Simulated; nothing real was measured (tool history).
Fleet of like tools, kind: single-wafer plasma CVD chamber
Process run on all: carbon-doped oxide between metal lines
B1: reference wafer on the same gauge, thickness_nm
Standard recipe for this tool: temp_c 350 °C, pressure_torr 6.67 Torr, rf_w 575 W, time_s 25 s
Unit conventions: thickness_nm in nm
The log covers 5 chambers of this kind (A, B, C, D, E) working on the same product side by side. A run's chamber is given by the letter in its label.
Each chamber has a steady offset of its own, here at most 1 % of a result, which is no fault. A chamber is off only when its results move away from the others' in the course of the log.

{"run": "1A", "hour": 9.2, "temp_c": 350, "pressure_torr": 6.67, "rf_w": 575, "time_s": 25, "B1": 116.88, "thickness_nm": 144.63}
{"run": "2C", "hour": 22.5, "temp_c": 350, "pressure_torr": 6.67, "rf_w": 575, "time_s": 25, "B1": 117.03, "thickness_nm": 146.15}
{"hour": 30.6, "done": "chamber E: capacitance manometer re-zeroed and calibrated"}
{"run": "3E", "hour": 35.1, "temp_c": 350, "pressure_torr": 6.67, "rf_w": 575, "time_s": 25, "B1": 117.07, "thickness_nm": 143.66}
{"hour": 38.3, "done": "chamber B: capacitance manometer re-zeroed and calibrated"}
{"run": "4D", "hour": 42.8, "temp_c": 350, "pressure_torr": 6.67, "rf_w": 575, "time_s": 25, "B1": 117.1, "thickness_nm": 143.24}
{"run": "5B", "hour": 50.9, "temp_c": 350, "pressure_torr": 6.67, "rf_w": 575, "time_s": 25, "B1": 117.01, "thickness_nm": 144.76}
{"run": "6A", "hour": 63.4, "temp_c": 350, "pressure_torr": 6.67, "rf_w": 575, "time_s": 25, "B1": 117.03, "thickness_nm": 144.55}
{"run": "7D", "hour": 75.8, "temp_c": 339, "pressure_torr": 6.67, "rf_w": 475, "time_s": 25, "B1": 116.94, "thickness_nm": 130.59}
{"run": "8B", "hour": 87.5, "temp_c": 339, "pressure_torr": 6.67, "rf_w": 475, "time_s": 25, "B1": 117.15, "thickness_nm": 132.96}
{"run": "9C", "hour": 98.0, "temp_c": 339, "pressure_torr": 6.67, "rf_w": 475, "time_s": 25, "B1": 116.99, "thickness_nm": 133.5}
{"run": "10E", "hour": 104.6, "temp_c": 339, "pressure_torr": 6.67, "rf_w": 475, "time_s": 25, "B1": 117.01, "thickness_nm": 130.41}
{"run": "11E", "hour": 112.3, "temp_c": 339, "pressure_torr": 6.67, "rf_w": 475, "time_s": 25, "B1": 117.11, "thickness_nm": 129.58}
{"run": "12D", "hour": 125.9, "temp_c": 350, "pressure_torr": 6.67, "rf_w": 575, "time_s": 25, "B1": 116.83, "thickness_nm": 143.62}
{"run": "13B", "hour": 132.5, "temp_c": 350, "pressure_torr": 6.67, "rf_w": 575, "time_s": 25, "B1": 116.94, "thickness_nm": 145.52}
{"run": "14C", "hour": 144.6, "temp_c": 350, "pressure_torr": 6.67, "rf_w": 575, "time_s": 25, "B1": 117.01, "thickness_nm": 146.17}
{"run": "15A", "hour": 157.7, "temp_c": 350, "pressure_torr": 6.67, "rf_w": 575, "time_s": 25, "B1": 116.86, "thickness_nm": 145.58}
{"run": "16B", "hour": 167.7, "temp_c": 350, "pressure_torr": 6.67, "rf_w": 575, "time_s": 25, "B1": 117.03, "thickness_nm": 145.49}
{"run": "17E", "hour": 180.3, "temp_c": 350, "pressure_torr": 6.67, "rf_w": 575, "time_s": 25, "B1": 117.13, "thickness_nm": 140.95}
{"run": "18A", "hour": 193.8, "temp_c": 361, "pressure_torr": 6.67, "rf_w": 575, "time_s": 25, "B1": 117.04, "thickness_nm": 139.7}
{"run": "19D", "hour": 208.6, "temp_c": 361, "pressure_torr": 6.67, "rf_w": 575, "time_s": 25, "B1": 117.0, "thickness_nm": 137.5}
{"run": "20C", "hour": 219.0, "temp_c": 361, "pressure_torr": 6.67, "rf_w": 575, "time_s": 25, "B1": 117.11, "thickness_nm": 141.27}
{"run": "21D", "hour": 232.7, "temp_c": 361, "pressure_torr": 6.67, "rf_w": 575, "time_s": 25, "B1": 117.06, "thickness_nm": 139.03}
{"run": "22A", "hour": 239.2, "temp_c": 361, "pressure_torr": 6.67, "rf_w": 575, "time_s": 25, "B1": 117.08, "thickness_nm": 140.79}
{"run": "23E", "hour": 247.7, "temp_c": 350, "pressure_torr": 6.67, "rf_w": 575, "time_s": 25, "B1": 117.05, "thickness_nm": 140.49}
{"run": "24C", "hour": 261.6, "temp_c": 350, "pressure_torr": 6.67, "rf_w": 575, "time_s": 25, "B1": 116.97, "thickness_nm": 145.61}
{"run": "25B", "hour": 276.4, "temp_c": 350, "pressure_torr": 6.67, "rf_w": 575, "time_s": 25, "B1": 117.02, "thickness_nm": 144.3}
{"run": "26E", "hour": 284.0, "temp_c": 350, "pressure_torr": 6.67, "rf_w": 575, "time_s": 25, "B1": 117.0, "thickness_nm": 140.24}
{"run": "27B", "hour": 298.4, "temp_c": 350, "pressure_torr": 6.67, "rf_w": 575, "time_s": 25, "B1": 117.0, "thickness_nm": 144.44}
{"run": "28D", "hour": 308.7, "temp_c": 350, "pressure_torr": 6.67, "rf_w": 575, "time_s": 25, "B1": 116.85, "thickness_nm": 142.4}
{"run": "29C", "hour": 318.1, "temp_c": 350, "pressure_torr": 7.45, "rf_w": 575, "time_s": 25, "B1": 117.0, "thickness_nm": 147.67}
{"run": "30A", "hour": 331.2, "temp_c": 350, "pressure_torr": 7.45, "rf_w": 575, "time_s": 25, "B1": 117.11, "thickness_nm": 145.23}
{"run": "31B", "hour": 337.9, "temp_c": 350, "pressure_torr": 7.45, "rf_w": 575, "time_s": 25, "B1": 117.0, "thickness_nm": 146.6}
{"run": "32D", "hour": 344.6, "temp_c": 350, "pressure_torr": 7.45, "rf_w": 575, "time_s": 25, "B1": 116.91, "thickness_nm": 143.22}
{"run": "33E", "hour": 353.0, "temp_c": 350, "pressure_torr": 7.45, "rf_w": 575, "time_s": 25, "B1": 117.13, "thickness_nm": 139.9}
{"run": "34C", "hour": 360.2, "temp_c": 350, "pressure_torr": 6.67, "rf_w": 575, "time_s": 25, "B1": 117.1, "thickness_nm": 144.76}
{"run": "35A", "hour": 371.4, "temp_c": 350, "pressure_torr": 6.67, "rf_w": 575, "time_s": 25, "B1": 117.07, "thickness_nm": 144.14}
{"run": "36E", "hour": 379.0, "temp_c": 350, "pressure_torr": 6.67, "rf_w": 575, "time_s": 25, "B1": 116.93, "thickness_nm": 138.8}
{"run": "37D", "hour": 392.0, "temp_c": 350, "pressure_torr": 6.67, "rf_w": 575, "time_s": 25, "B1": 116.93, "thickness_nm": 142.32}
{"run": "38C", "hour": 401.9, "temp_c": 350, "pressure_torr": 6.67, "rf_w": 575, "time_s": 25, "B1": 117.04, "thickness_nm": 146.76}

Is one chamber off against the others, does the gauge drift, or is nothing wrong? If a chamber is off, say which, and what the likeliest cause is.

Chamber E drifts away from the others.
Cause: delivered RF power below the setpoint (%) = 5.74.

Which of the 4 candidates below, each the usual settings with something changed and its results left as question marks, puts chamber E back in line with what the other chambers give on the usual settings?
In-line tolerance around the mean of the other chambers on the usual settings: thickness_nm 2.40 nm
{"run": "39E-1", "hour": 412.7, "temp_c": 351, "pressure_torr": 6.62, "rf_w": 555, "time_s": 23.6, "thickness_nm": "?"}
{"run": "39E-2", "hour": 412.7, "temp_c": 347, "pressure_torr": 6.82, "rf_w": 640, "time_s": 25.0, "thickness_nm": "?"}
{"run": "39E-3", "hour": 412.7, "temp_c": 352, "pressure_torr": 6.67, "rf_w": 540, "time_s": 25.0, "thickness_nm": "?"}
{"run": "39E-4", "hour": 412.7, "temp_c": 348, "pressure_torr": 6.75, "rf_w": 610, "time_s": 25.0, "thickness_nm": "?"}

Other chambers, usual settings, mean: thickness_nm 144.46 nm
run=39E-1 thickness_nm=126.71
run=39E-2 thickness_nm=148.51
run=39E-3 thickness_nm=131.51
run=39E-4 thickness_nm=143.67
39E-4 is the one that brings the chamber's results back in line with the other chambers.
